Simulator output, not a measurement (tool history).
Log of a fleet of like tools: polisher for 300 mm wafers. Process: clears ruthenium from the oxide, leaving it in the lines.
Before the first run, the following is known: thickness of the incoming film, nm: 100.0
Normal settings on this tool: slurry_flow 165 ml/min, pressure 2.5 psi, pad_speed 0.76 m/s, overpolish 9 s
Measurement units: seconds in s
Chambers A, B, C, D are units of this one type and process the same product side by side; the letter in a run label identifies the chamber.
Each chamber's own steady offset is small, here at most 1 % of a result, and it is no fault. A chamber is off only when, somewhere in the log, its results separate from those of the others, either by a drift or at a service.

run	hour	slurry_flow	pressure	pad_speed	overpolish	wafers polished on this pad	hours since the slurry nozzle was cleaned	hours since the head pressure was calibrated	seconds
1C	4.6	165	2.5	0.76	9	703	256.4	92	90.259
2D	14.1	165	2.5	0.76	9	1234	503.6	276.8	88.105
# hour 17.2: chamber D: worn pad replaced by a new one
3A	23.7	165	2.5	0.76	9	510	270.2	488.2	88.288
4B	30.7	165	2.5	0.76	9	302	324.6	123.4	90.574
5C	39	165	2.5	0.76	9	940	290.8	126.4	91.861
6D	44.7	165	2.5	0.76	9	190	534.2	307.4	91.57
7B	54	165	2.5	0.76	9	463	347.9	146.7	87.353
8A	58.4	165	2.5	0.76	9	749	304.9	522.9	91.984
# hour 61.3: chamber A: slurry nozzle cleaned
9D	64.9	165	2.5	0.76	9	330	554.4	327.6	93.128
10B	69.7	165	2.5	0.76	9	572	363.6	162.4	89.854
# hour 75.3: chamber C: worn pad replaced by a new one
11C	79.1	165	2.5	0.76	9	26	330.9	166.5	91.691
12A	87	165	2.5	0.76	9	947	25.7	551.5	88.408
13A	94.1	165	1.8	0.76	9	996	32.8	558.6	125.15
14D	98.5	165	1.8	0.76	9	562	588	361.2	126.83
15B	103.9	165	1.8	0.76	9	808	397.8	196.6	123.54
16C	109.2	165	1.8	0.76	9	234	361	196.6	123.45
17B	114.4	165	2.5	0.76	7	881	408.3	207.1	90.093
18D	119.8	165	2.5	0.76	7	709	609.3	382.5	89.364
19C	126.5	165	2.5	0.76	7	354	378.3	213.9	89.662
20A	130.6	165	2.5	0.76	7	1248	69.3	595.1	91.876
21B	135.6	165	2.5	0.76	9	1027	429.5	228.3	87.928
22C	141.2	165	2.5	0.76	9	456	393	228.6	91.791
# hour 142.2: chamber A: worn pad replaced by a new one
23A	146.7	165	2.5	0.76	9	31	85.4	611.2	88.571
24D	154.5	165	2.5	0.76	9	949	644	417.2	90.697
25A	161.3	165	2.5	0.76	9	132	100	625.8	90.438
26D	166.4	165	2.5	0.76	9	1031	655.9	429.1	88.946
27C	172.1	215	2	0.76	9	669	423.9	259.5	106.85
28B	181.5	215	2	0.76	9	1345	475.4	274.2	106.43
# hour 183.4: chamber D: worn pad replaced by a new one
# hour 188.3: chamber B: worn pad replaced by a new one
29D	189	215	2	0.76	9	39	678.5	451.7	109.9
30B	196.8	215	2	0.76	9	59	490.7	289.5	110.03
31C	205	165	2.5	0.76	9	896	456.8	292.4	90.579
32A	213.6	165	2.5	0.76	9	493	152.3	678.1	91.866
33B	218.3	165	2.5	0.76	9	207	512.2	311	91.702
# hour 218.5: chamber B: head pressure recalibrated
34D	222.9	165	2.5	0.76	9	273	712.4	485.6	88.164
35C	230.5	130	2	0.76	9	1073	482.3	317.9	118.53
36A	237.1	130	2	0.76	9	655	175.8	701.6	115.64
37C	243.6	130	2	0.76	9	1163	495.4	331	115.43
# hour 245.9: chamber C: worn pad replaced by a new one
# hour 247.7: chamber B: slurry nozzle cleaned
38A	249.8	130	2	0.76	9	743	188.5	714.3	114.73
# hour 252.7: chamber C: slurry nozzle cleaned
39B	256.9	165	2.5	0.76	7	474	9.2	38.4	88.818
40D	262	165	2.5	0.76	7	543	751.5	524.7	90.663
41C	270	165	2.5	0.76	7	166	17.3	357.4	90.77
42B	277.9	165	2.5	0.76	7	619	30.2	59.4	91.888
43D	286.9	165	2.5	0.76	9	715	776.4	549.6	89.739

Which is it: a chamber that has drifted or been left off by a service, a gauge drift common to all chambers, or only each chamber's usual small offset? If a chamber is off, name it and its likeliest cause.

Nothing is wrong: each chamber keeps only its own small, steady offset and the gauge holds still.
